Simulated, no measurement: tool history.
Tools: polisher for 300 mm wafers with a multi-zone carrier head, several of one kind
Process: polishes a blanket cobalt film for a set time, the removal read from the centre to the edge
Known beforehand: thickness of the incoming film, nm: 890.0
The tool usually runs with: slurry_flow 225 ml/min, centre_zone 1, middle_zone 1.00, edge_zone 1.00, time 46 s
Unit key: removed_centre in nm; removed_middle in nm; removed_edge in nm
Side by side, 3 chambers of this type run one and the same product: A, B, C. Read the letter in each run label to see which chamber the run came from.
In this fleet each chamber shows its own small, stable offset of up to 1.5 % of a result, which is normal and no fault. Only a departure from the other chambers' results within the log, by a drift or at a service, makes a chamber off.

run   hour  slurry_flow  centre_zone  middle_zone  edge_zone  time  removed_centre  removed_middle  removed_edge
 1A    4.3          225            1         1.00       1.00    46          230.79          231.94        227.16
 2B    8.0          225            1         1.00       1.00    46          233.26          235.17        235.18
 3C   12.5          225            1         1.00       1.00    46          234.78          234.89        231.66
 4C   15.3          225            1         1.00       1.00    46          232.49          225.77        229.33
 5B   20.1          225            1         1.00       1.00    46          227.01          237.80        230.03
 6A   23.9          225            1         1.00       1.00    46          231.08          231.08        235.50
 7B   28.4          225            1         1.00       1.00    46          231.30          234.55        229.85
 8A   31.2          185            1         1.00       0.95    46          222.49          222.02        217.92
 9C   34.7          185            1         1.00       0.95    46          221.69          223.81        217.23
10A   37.8          185            1         1.00       0.95    46          229.52          225.27        227.30
11B   42.0          225            1         1.00       1.00    46          229.81          234.11        230.92
12C   45.1          225            1         1.00       1.00    46          233.57          229.81        234.83
13A   49.0          225            1         1.00       1.00    51          259.73          258.20        255.06
14B   53.1          225            1         1.00       1.00    51          253.88          263.01        261.79
      56.4  -- chamber B: worn pad replaced by a new one
15C   56.7          225            1         1.00       1.00    51          255.76          256.06        253.13
16B   59.0          225            1         1.11       1.00    37          184.87          205.25        188.95
17C   61.7          225            1         1.11       1.00    37          190.55          208.33        185.44
18A   66.6          225            1         1.11       1.00    37          188.77          200.18        187.20
19A   70.5          225            1         1.00       1.00    46          234.44          233.58        228.29
20C   74.6          225            1         1.00       1.00    46          234.92          231.71        229.09
21B   78.1          225            1         1.00       1.00    46          232.28          232.08        235.26
      81.3  -- chamber C: worn pad replaced by a new one
22C   83.0          225            1         1.00       1.00    46          231.54          235.48        226.71
23B   87.0          225            1         1.00       1.00    46          235.09          234.97        229.25
24A   90.5          225            1         1.00       1.00    46          234.08          233.12        229.94
      92.8  -- chamber A: worn pad replaced by a new one
25A   94.6          225            1         1.00       1.00    46          239.60          230.76        233.94
26C   98.6          225            1         1.00       1.00    46          236.18          231.97        235.55
27B  103.2          225            1         1.00       1.00    46          227.31          231.45        237.03
28C  106.4          225            1         1.00       1.00    46          240.40          231.33        232.93
29B  111.1          225            1         1.00       1.00    46          224.22          229.28        230.68

Read the log: is a single chamber off, either drifting away or since a service, is the gauge that measures every chamber drifting, or is nothing wrong beyond small per-chamber offsets? Name any odd chamber and what most likely caused it.

Nothing is wrong: each chamber keeps only its own small, steady offset and the gauge holds still.
